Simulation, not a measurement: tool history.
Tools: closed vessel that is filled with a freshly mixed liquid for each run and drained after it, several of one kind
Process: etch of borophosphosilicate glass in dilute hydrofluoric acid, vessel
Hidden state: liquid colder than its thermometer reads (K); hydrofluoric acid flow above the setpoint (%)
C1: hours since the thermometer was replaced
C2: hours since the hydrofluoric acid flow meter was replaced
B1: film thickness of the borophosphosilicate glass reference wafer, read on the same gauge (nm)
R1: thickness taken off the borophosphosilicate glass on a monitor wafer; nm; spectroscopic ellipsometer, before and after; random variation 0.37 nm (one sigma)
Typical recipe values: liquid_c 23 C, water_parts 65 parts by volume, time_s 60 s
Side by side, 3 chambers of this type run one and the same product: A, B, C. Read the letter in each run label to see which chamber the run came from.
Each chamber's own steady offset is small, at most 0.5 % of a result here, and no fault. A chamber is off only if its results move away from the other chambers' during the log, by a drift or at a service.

{"run": "1B", "hour": 5.5, "liquid_c": 23, "water_parts": 65, "time_s": 60, "C1": 450.1, "C2": 1043.4, "B1": 70.01, "R1": 41.698}
{"run": "2C", "hour": 9.4, "liquid_c": 23, "water_parts": 65, "time_s": 60, "C1": 912.4, "C2": 2050.0, "B1": 69.977, "R1": 41.887}
{"run": "3A", "hour": 14.1, "liquid_c": 23, "water_parts": 65, "time_s": 60, "C1": 460.7, "C2": 693.9, "B1": 70.003, "R1": 41.599}
{"run": "4A", "hour": 20.0, "liquid_c": 23, "water_parts": 65, "time_s": 60, "C1": 466.6, "C2": 699.8, "B1": 69.981, "R1": 40.976}
{"run": "5B", "hour": 23.4, "liquid_c": 23, "water_parts": 65, "time_s": 60, "C1": 468.0, "C2": 1061.3, "B1": 69.993, "R1": 41.723}
{"run": "6C", "hour": 30.3, "liquid_c": 23, "water_parts": 65, "time_s": 60, "C1": 933.3, "C2": 2070.9, "B1": 70.019, "R1": 41.747}
{"run": "7C", "hour": 35.6, "liquid_c": 23, "water_parts": 65, "time_s": 60, "C1": 938.6, "C2": 2076.2, "B1": 70.021, "R1": 41.272}
{"run": "8A", "hour": 41.6, "liquid_c": 23, "water_parts": 65, "time_s": 60, "C1": 488.2, "C2": 721.4, "B1": 70.017, "R1": 41.715}
{"run": "9B", "hour": 48.9, "liquid_c": 23, "water_parts": 65, "time_s": 60, "C1": 493.5, "C2": 1086.8, "B1": 69.979, "R1": 42.035}
{"run": "10B", "hour": 53.5, "liquid_c": 23, "water_parts": 65, "time_s": 60, "C1": 498.1, "C2": 1091.4, "B1": 70.013, "R1": 41.582}
{"run": "11C", "hour": 58.2, "liquid_c": 23, "water_parts": 65, "time_s": 60, "C1": 961.2, "C2": 2098.8, "B1": 70.015, "R1": 41.868}
{"run": "12A", "hour": 63.3, "liquid_c": 23, "water_parts": 65, "time_s": 60, "C1": 509.9, "C2": 743.1, "B1": 70.032, "R1": 42.692}
{"run": "13B", "hour": 69.8, "liquid_c": 23, "water_parts": 65, "time_s": 60, "C1": 514.4, "C2": 1107.7, "B1": 70.031, "R1": 41.537}
{"run": "14C", "hour": 74.7, "liquid_c": 23, "water_parts": 65, "time_s": 60, "C1": 977.7, "C2": 2115.3, "B1": 69.975, "R1": 41.608}
{"run": "15A", "hour": 78.7, "liquid_c": 23, "water_parts": 65, "time_s": 60, "C1": 525.3, "C2": 758.5, "B1": 69.992, "R1": 43.31}
{"run": "16B", "hour": 85.6, "liquid_c": 23, "water_parts": 65, "time_s": 60, "C1": 530.2, "C2": 1123.5, "B1": 69.985, "R1": 41.283}
{"run": "17C", "hour": 91.9, "liquid_c": 23, "water_parts": 65, "time_s": 60, "C1": 994.9, "C2": 2132.5, "B1": 70.015, "R1": 41.282}
{"run": "18A", "hour": 98.7, "liquid_c": 23, "water_parts": 65, "time_s": 60, "C1": 545.3, "C2": 778.5, "B1": 70.021, "R1": 44.699}
{"run": "19C", "hour": 104.2, "liquid_c": 23, "water_parts": 65, "time_s": 60, "C1": 1007.2, "C2": 2144.8, "B1": 70.027, "R1": 42.181}
{"run": "20B", "hour": 111.9, "liquid_c": 23, "water_parts": 65, "time_s": 60, "C1": 556.5, "C2": 1149.8, "B1": 69.981, "R1": 41.244}
{"run": "21A", "hour": 119.0, "liquid_c": 23, "water_parts": 85, "time_s": 60, "C1": 565.6, "C2": 798.8, "B1": 70.002, "R1": 33.74}
{"run": "22A", "hour": 125.7, "liquid_c": 23, "water_parts": 85, "time_s": 60, "C1": 572.3, "C2": 805.5, "B1": 69.993, "R1": 34.434}
{"run": "23B", "hour": 133.2, "liquid_c": 23, "water_parts": 85, "time_s": 60, "C1": 577.8, "C2": 1171.1, "B1": 70.042, "R1": 30.896}
{"run": "24C", "hour": 138.5, "liquid_c": 23, "water_parts": 65, "time_s": 60, "C1": 1041.5, "C2": 2179.1, "B1": 70.017, "R1": 41.521}

Each of the 3 chambers runs these same settings next. Fill in every chamber's results:
{"run": "25A", "hour": 144.0, "liquid_c": 23, "water_parts": 65, "time_s": 80, "R1": "?"}
{"run": "25B", "hour": 144.0, "liquid_c": 23, "water_parts": 65, "time_s": 80, "R1": "?"}
{"run": "25C", "hour": 144.0, "liquid_c": 23, "water_parts": 65, "time_s": 80, "R1": "?"}

run=25A R1=62.823
run=25B R1=54.297
run=25C R1=55.038
